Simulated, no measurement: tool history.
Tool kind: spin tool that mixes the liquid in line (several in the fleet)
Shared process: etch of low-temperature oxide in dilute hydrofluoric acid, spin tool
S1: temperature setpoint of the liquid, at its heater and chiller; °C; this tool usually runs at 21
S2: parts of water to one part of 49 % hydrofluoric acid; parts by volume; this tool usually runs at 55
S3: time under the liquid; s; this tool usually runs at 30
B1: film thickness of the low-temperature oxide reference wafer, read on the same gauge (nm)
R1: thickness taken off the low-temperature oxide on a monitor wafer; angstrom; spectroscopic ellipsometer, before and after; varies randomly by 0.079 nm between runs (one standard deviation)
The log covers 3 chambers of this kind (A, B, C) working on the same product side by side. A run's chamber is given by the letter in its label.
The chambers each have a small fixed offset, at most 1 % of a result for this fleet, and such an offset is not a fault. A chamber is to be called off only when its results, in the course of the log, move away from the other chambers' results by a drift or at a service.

{"run": "1C", "hour": 7.7, "S1": 21, "S2": 55, "S3": 30, "B1": 59.98, "R1": 105.6}
{"run": "2A", "hour": 15.1, "S1": 21, "S2": 55, "S3": 30, "B1": 60.039, "R1": 103.75}
{"run": "3B", "hour": 21.7, "S1": 21, "S2": 55, "S3": 30, "B1": 59.971, "R1": 103.46}
{"run": "4B", "hour": 33.6, "S1": 21, "S2": 55, "S3": 30, "B1": 59.966, "R1": 105.18}
{"run": "5A", "hour": 44.5, "S1": 21, "S2": 40, "S3": 40, "B1": 60.004, "R1": 192.47}
{"run": "6C", "hour": 51.2, "S1": 21, "S2": 40, "S3": 40, "B1": 59.999, "R1": 192.88}
{"hour": 52.5, "done": "chamber B: hydrofluoric acid flow meter replaced"}
{"run": "7B", "hour": 63.4, "S1": 21, "S2": 40, "S3": 40, "B1": 59.987, "R1": 194.52}
{"run": "8C", "hour": 76.6, "S1": 21, "S2": 55, "S3": 30, "B1": 60.013, "R1": 104.16}
{"run": "9A", "hour": 88.3, "S1": 25, "S2": 55, "S3": 50, "B1": 60.004, "R1": 204.75}
{"run": "10A", "hour": 94.6, "S1": 25, "S2": 55, "S3": 50, "B1": 59.958, "R1": 199.79}
{"run": "11B", "hour": 106.3, "S1": 25, "S2": 55, "S3": 50, "B1": 59.984, "R1": 206.21}
{"run": "12C", "hour": 115.6, "S1": 21, "S2": 55, "S3": 30, "B1": 60.011, "R1": 104.46}
{"run": "13B", "hour": 126.5, "S1": 17, "S2": 55, "S3": 30, "B1": 59.995, "R1": 87.65}
{"run": "14C", "hour": 135.8, "S1": 17, "S2": 55, "S3": 30, "B1": 60.004, "R1": 87.238}
{"hour": 136.3, "done": "chamber A: hydrofluoric acid flow meter replaced"}
{"run": "15A", "hour": 145.9, "S1": 17, "S2": 55, "S3": 30, "B1": 60.019, "R1": 87.795}
{"run": "16C", "hour": 155.2, "S1": 25, "S2": 55, "S3": 30, "B1": 59.941, "R1": 123.52}
{"run": "17A", "hour": 161.2, "S1": 25, "S2": 55, "S3": 30, "B1": 59.997, "R1": 122.8}
{"run": "18B", "hour": 174.2, "S1": 25, "S2": 55, "S3": 30, "B1": 60.026, "R1": 123.78}
{"run": "19C", "hour": 184.3, "S1": 21, "S2": 55, "S3": 30, "B1": 59.996, "R1": 104.79}
{"run": "20B", "hour": 191.8, "S1": 21, "S2": 55, "S3": 30, "B1": 60.006, "R1": 103.98}
{"run": "21A", "hour": 199.2, "S1": 21, "S2": 55, "S3": 30, "B1": 60.003, "R1": 101.81}
{"run": "22B", "hour": 206.0, "S1": 21, "S2": 55, "S3": 30, "B1": 59.967, "R1": 103.81}
{"run": "23C", "hour": 214.1, "S1": 21, "S2": 55, "S3": 40, "B1": 59.986, "R1": 139.49}
{"run": "24A", "hour": 227.6, "S1": 21, "S2": 55, "S3": 40, "B1": 60.011, "R1": 137.56}
{"run": "25B", "hour": 235.3, "S1": 21, "S2": 55, "S3": 40, "B1": 59.95, "R1": 139.11}
{"run": "26A", "hour": 244.4, "S1": 21, "S2": 55, "S3": 30, "B1": 60.024, "R1": 102.79}
{"run": "27C", "hour": 253.4, "S1": 21, "S2": 55, "S3": 30, "B1": 60.001, "R1": 104.04}
{"run": "28A", "hour": 260.4, "S1": 21, "S2": 55, "S3": 30, "B1": 60.042, "R1": 105.12}

All 3 chambers run these settings next. Forecast each chamber's results:
{"run": "29A", "hour": 270.2, "S1": 26, "S2": 55, "S3": 30, "R1": "?"}
{"run": "29B", "hour": 270.2, "S1": 26, "S2": 55, "S3": 30, "R1": "?"}
{"run": "29C", "hour": 270.2, "S1": 26, "S2": 55, "S3": 30, "R1": "?"}

run=29A R1=128.160
run=29B R1=129.070
run=29C R1=129.230
